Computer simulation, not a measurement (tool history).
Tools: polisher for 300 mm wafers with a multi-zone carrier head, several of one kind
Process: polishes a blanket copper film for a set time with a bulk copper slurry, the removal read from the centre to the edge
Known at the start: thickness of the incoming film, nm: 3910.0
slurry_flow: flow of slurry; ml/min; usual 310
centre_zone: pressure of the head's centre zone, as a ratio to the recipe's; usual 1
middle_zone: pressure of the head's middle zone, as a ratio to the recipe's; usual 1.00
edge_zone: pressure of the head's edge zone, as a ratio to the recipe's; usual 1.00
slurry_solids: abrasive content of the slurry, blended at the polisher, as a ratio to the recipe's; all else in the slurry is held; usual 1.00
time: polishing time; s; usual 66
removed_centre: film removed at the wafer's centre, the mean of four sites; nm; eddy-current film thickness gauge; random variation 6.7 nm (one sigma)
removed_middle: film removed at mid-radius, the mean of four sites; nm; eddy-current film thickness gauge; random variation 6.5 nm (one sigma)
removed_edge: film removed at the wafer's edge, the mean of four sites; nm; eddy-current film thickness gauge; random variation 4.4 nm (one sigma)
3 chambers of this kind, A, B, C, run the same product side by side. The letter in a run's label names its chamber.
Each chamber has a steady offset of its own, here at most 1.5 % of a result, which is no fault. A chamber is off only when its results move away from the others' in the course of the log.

| run | hour | slurry_flow | centre_zone | middle_zone | edge_zone | slurry_solids | time | removed_centre | removed_middle | removed_edge |
|---|---|---|---|---|---|---|---|---|---|---|
| 1B | 8.8 | 310 | 1 | 1.00 | 1.00 | 1.00 | 66 | 635.80 | 628.38 | 628.56 |
|  | 13.4 | chamber B: worn pad replaced by a new one |
|  | 20.5 | chamber A: worn pad replaced by a new one |
| 2A | 20.9 | 310 | 1 | 1.00 | 1.00 | 1.00 | 66 | 632.67 | 633.39 | 621.59 |
| 3C | 30.6 | 310 | 1 | 1.00 | 1.00 | 1.00 | 66 | 643.46 | 617.56 | 631.82 |
| 4A | 41.5 | 310 | 1 | 1.00 | 1.00 | 1.00 | 66 | 632.81 | 623.02 | 631.50 |
| 5B | 47.9 | 310 | 1 | 1.00 | 1.00 | 1.00 | 66 | 651.32 | 638.23 | 637.95 |
|  | 53.2 | chamber B: slurry nozzle cleaned |
| 6C | 53.2 | 310 | 1 | 1.00 | 1.00 | 1.00 | 66 | 633.94 | 620.24 | 641.44 |
| 7A | 59.3 | 310 | 1 | 1.00 | 1.00 | 1.00 | 66 | 640.03 | 625.78 | 619.64 |
|  | 63.5 | chamber B: centre zone pressure recalibrated |
| 8B | 67.4 | 310 | 1 | 1.00 | 1.00 | 1.00 | 66 | 626.46 | 636.63 | 641.26 |
|  | 74.1 | chamber C: worn pad replaced by a new one |
| 9C | 79.3 | 310 | 1 | 1.00 | 1.00 | 1.00 | 66 | 638.67 | 610.71 | 635.14 |
|  | 82.4 | chamber B: worn pad replaced by a new one |
| 10A | 87.2 | 310 | 1 | 1.00 | 1.00 | 1.00 | 66 | 623.11 | 629.22 | 624.80 |
|  | 96.9 | chamber A: worn pad replaced by a new one |
| 11B | 98.2 | 310 | 1 | 1.00 | 1.00 | 1.00 | 66 | 631.43 | 631.60 | 637.24 |
| 12C | 105.5 | 310 | 1 | 1.00 | 1.00 | 0.75 | 66 | 596.96 | 577.00 | 595.26 |
| 13C | 113.3 | 310 | 1 | 1.00 | 1.00 | 0.75 | 66 | 595.23 | 592.22 | 599.79 |
| 14A | 119.2 | 310 | 1 | 1.00 | 1.00 | 0.75 | 66 | 602.26 | 591.99 | 592.64 |
| 15B | 126.8 | 310 | 1 | 1.00 | 1.00 | 1.00 | 66 | 632.44 | 641.28 | 627.97 |
| 16C | 135.9 | 310 | 1 | 1.00 | 1.00 | 1.00 | 66 | 625.31 | 636.06 | 632.68 |
|  | 137.4 | chamber C: slurry nozzle cleaned |
| 17A | 141.4 | 310 | 1 | 1.00 | 1.00 | 1.00 | 66 | 640.06 | 629.86 | 625.68 |
|  | 143.6 | chamber B: worn pad replaced by a new one |
| 18B | 149.3 | 310 | 1 | 1.00 | 1.00 | 1.00 | 66 | 644.17 | 639.77 | 630.65 |
| 19B | 158.2 | 310 | 1 | 1.00 | 1.00 | 1.00 | 66 | 629.24 | 628.43 | 636.06 |
| 20A | 170.0 | 310 | 1 | 1.09 | 0.89 | 1.00 | 66 | 626.42 | 679.87 | 590.32 |
|  | 177.9 | chamber C: worn pad replaced by a new one |
| 21C | 178.7 | 310 | 1 | 1.09 | 0.89 | 1.00 | 66 | 635.62 | 680.66 | 590.88 |
| 22B | 188.9 | 310 | 1 | 1.09 | 0.89 | 1.00 | 66 | 639.41 | 687.01 | 589.23 |
| 23C | 194.8 | 310 | 1 | 1.00 | 1.00 | 1.00 | 66 | 636.18 | 619.42 | 635.92 |

All 3 chambers run these settings next. Forecast each chamber's results:
| 24A | 203.5 | 310 | 1 | 1.00 | 1.00 | 1.00 | 66 | ? | ? | ? |
| 24B | 203.5 | 310 | 1 | 1.00 | 1.00 | 1.00 | 66 | ? | ? | ? |
| 24C | 203.5 | 310 | 1 | 1.00 | 1.00 | 1.00 | 66 | ? | ? | ? |

| run | removed_centre | removed_middle | removed_edge |
|---|---|---|---|
| 24A | 633.78 | 626.55 | 624.63 |
| 24B | 626.81 | 639.03 | 634.04 |
| 24C | 622.34 | 636.41 | 632.22 |

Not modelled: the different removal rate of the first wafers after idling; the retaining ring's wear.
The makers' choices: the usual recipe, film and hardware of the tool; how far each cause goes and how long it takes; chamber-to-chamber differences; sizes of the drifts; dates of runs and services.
